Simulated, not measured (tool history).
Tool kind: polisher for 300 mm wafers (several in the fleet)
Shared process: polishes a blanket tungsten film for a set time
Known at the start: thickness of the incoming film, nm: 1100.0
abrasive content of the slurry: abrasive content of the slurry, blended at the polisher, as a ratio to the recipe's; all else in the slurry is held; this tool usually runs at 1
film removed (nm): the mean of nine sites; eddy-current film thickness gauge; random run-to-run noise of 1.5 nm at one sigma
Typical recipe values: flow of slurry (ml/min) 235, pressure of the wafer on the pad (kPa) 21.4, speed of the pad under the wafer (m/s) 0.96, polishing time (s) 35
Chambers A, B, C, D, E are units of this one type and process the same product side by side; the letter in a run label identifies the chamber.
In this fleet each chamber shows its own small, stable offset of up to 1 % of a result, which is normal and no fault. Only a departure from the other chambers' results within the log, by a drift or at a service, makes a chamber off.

run   hour  flow of slurry (ml/min)  pressure of the wafer on the pad (kPa)  speed of the pad under the wafer (m/s)  abrasive content of the slurry  polishing time (s)  film removed (nm)
       6.5  -- chamber B: worn pad replaced by a new one
       7.5  -- chamber A: worn pad replaced by a new one
 1B    7.9                      235                                    21.4                                    0.96                               1                  35             124.78
      16.1  -- chamber D: slurry tank refilled with fresh slurry and peroxide
      20.1  -- chamber C: worn pad replaced by a new one
 2C   20.1                      235                                    21.4                                    0.96                               1                  35             122.96
      23.5  -- chamber E: worn pad replaced by a new one
      29.9  -- chamber B: slurry blender recalibrated
      31.2  -- chamber E: slurry blender recalibrated
      31.2  -- chamber C: slurry tank refilled with fresh slurry and peroxide
 3D     32                      235                                    21.4                                    0.96                               1                  35             125.41
      32.7  -- chamber C: slurry blender recalibrated
 4A   38.3                      235                                    21.4                                    0.96                               1                  35             123.59
 5E   44.3                      235                                    21.4                                    0.96                               1                  35             123.18
      45.5  -- chamber D: slurry nozzle cleaned
      46.8  -- chamber D: worn pad replaced by a new one
      48.4  -- chamber A: slurry tank refilled with fresh slurry and peroxide
 6B     50                      235                                    21.4                                    0.96                               1                  35             122.82
      59.2  -- chamber B: slurry tank refilled with fresh slurry and peroxide
 7A   60.1                      235                                    21.4                                    0.96                               1                  35             122.47
      65.3  -- chamber D: slurry blender recalibrated
 8C   68.7                      235                                    21.4                                    0.96                               1                  35             126.95
      73.3  -- chamber E: slurry nozzle cleaned
      74.2  -- chamber A: worn pad replaced by a new one
 9E   79.9                      235                                    21.4                                    0.96                               1                  35             119.51
      86.7  -- chamber C: worn pad replaced by a new one
10D   88.2                      235                                    21.4                                    0.96                               1                  35             125.23
      91.4  -- chamber B: worn pad replaced by a new one
      94.1  -- chamber E: worn pad replaced by a new one
11E   94.6                      235                                    21.4                                    0.96                               1                  35             123.12
     106.4  -- chamber B: slurry nozzle cleaned
12D  106.7                      235                                    21.4                                    0.96                               1                  35             124.29
13C  116.1                      235                                    21.4                                    0.96                               1                  35             122.14
14B  124.6                      235                                    21.4                                    1.12                               1                  29             123.48
     126.7  -- chamber C: slurry tank refilled with fresh slurry and peroxide
     128.3  -- chamber B: slurry tank refilled with fresh slurry and peroxide
15A  134.4                      235                                    21.4                                    1.12                               1                  29              120.9
       142  -- chamber A: head pressure recalibrated
     142.8  -- chamber A: slurry nozzle cleaned
       145  -- chamber D: slurry tank refilled with fresh slurry and peroxide
16E  145.1                      235                                    21.4                                    1.12                               1                  29             115.46
     152.7  -- chamber A: slurry tank refilled with fresh slurry and peroxide
     155.7  -- chamber C: worn pad replaced by a new one
17D  156.9                      235                                    21.4                                    1.12                               1                  29             120.15
       158  -- chamber A: worn pad replaced by a new one
     168.3  -- chamber D: worn pad replaced by a new one
18A  168.6                      235                                    21.4                                    1.12                               1                  29             120.02
     173.4  -- chamber E: worn pad replaced by a new one
19C  179.7                      235                                    21.4                                    0.96                               1                  35             124.12
     181.4  -- chamber B: worn pad replaced by a new one
20B  188.2                      235                                    21.4                                    0.96                               1                  35             121.34
21D    194                      235                                    21.4                                    0.96                               1                  35             123.76
     199.2  -- chamber B: slurry tank refilled with fresh slurry and peroxide
22A    205                      235                                    21.4                                    0.96                               1                  35             124.03
23C  211.1                      235                                    21.4                                    0.96                               1                  35             125.78
24E  217.1                      235                                    21.4                                    0.96                               1                  35             119.16
     217.7  -- chamber C: slurry tank refilled with fresh slurry and peroxide
     222.1  -- chamber A: worn pad replaced by a new one
25B  225.7                      235                                    21.4                                    0.96                               1                  35             123.73
     230.3  -- chamber C: worn pad replaced by a new one
26E  233.2                      235                                    21.4                                    0.96                               1                  47             153.22
27B  242.9                      235                                    21.4                                    0.96                               1                  47             165.55
     249.8  -- chamber D: slurry tank refilled with fresh slurry and peroxide
     251.2  -- chamber E: worn pad replaced by a new one
28C    254                      235                                    21.4                                    0.96                               1                  47             168.31
29A  263.8                      235                                    21.4                                    0.96                               1                  47             166.11
     269.3  -- chamber B: slurry tank refilled with fresh slurry and peroxide
30D  269.5                      235                                    21.4                                    0.96                               1                  47             169.18
     273.3  -- chamber A: slurry tank refilled with fresh slurry and peroxide
31C  280.8                      235                                    21.4                                    0.96                               1                  35             122.37
     287.6  -- chamber B: worn pad replaced by a new one
     290.5  -- chamber D: worn pad replaced by a new one
     291.3  -- chamber A: worn pad replaced by a new one
32B  292.1                      235                                    21.4                                    0.96                               1                  35             122.56
     293.9  -- chamber C: worn pad replaced by a new one
33D    299                      180                                    21.4                                    0.96                               1                  35             121.31
       303  -- chamber C: slurry tank refilled with fresh slurry and peroxide
34E  306.3                      180                                    21.4                                    0.96                               1                  35             107.96
       308  -- chamber E: slurry blender recalibrated
     315.3  -- chamber D: head pressure recalibrated
     315.8  -- chamber D: slurry blender recalibrated
     316.4  -- chamber E: worn pad replaced by a new one
35A  317.6                      180                                    21.4                                    0.96                               1                  35              121.5
36B  323.2                      180                                    21.4                                    0.96                               1                  35             119.03
     324.7  -- chamber D: slurry nozzle cleaned
     329.4  -- chamber E: slurry nozzle cleaned
37D  333.7                      180                                    21.4                                    0.96                               1                  35             123.55
38E  342.6                      235                                    21.4                                    0.96                               1                  35             110.01
39C  351.8                      235                                    21.4                                    0.96                               1                  35             122.02
     359.9  -- chamber A: worn pad replaced by a new one
40A  361.7                      235                                    21.4                                    0.96                               1                  35             122.02
41C  370.9                      235                                    21.4                                    0.96                               1                  35             125.81

Each of the 5 chambers runs these same settings next. Fill in every chamber's results:
42A  379.9                      235                                    21.4                                    0.96                               1                  35                  ?
42B  379.9                      235                                    21.4                                    0.96                               1                  35                  ?
42C  379.9                      235                                    21.4                                    0.96                               1                  35                  ?
42D  379.9                      235                                    21.4                                    0.96                               1                  35                  ?
42E  379.9                      235                                    21.4                                    0.96                               1                  35                  ?

run  film removed (nm)
42A             121.78
42B             124.98
42C             124.97
42D              125.7
42E             109.45

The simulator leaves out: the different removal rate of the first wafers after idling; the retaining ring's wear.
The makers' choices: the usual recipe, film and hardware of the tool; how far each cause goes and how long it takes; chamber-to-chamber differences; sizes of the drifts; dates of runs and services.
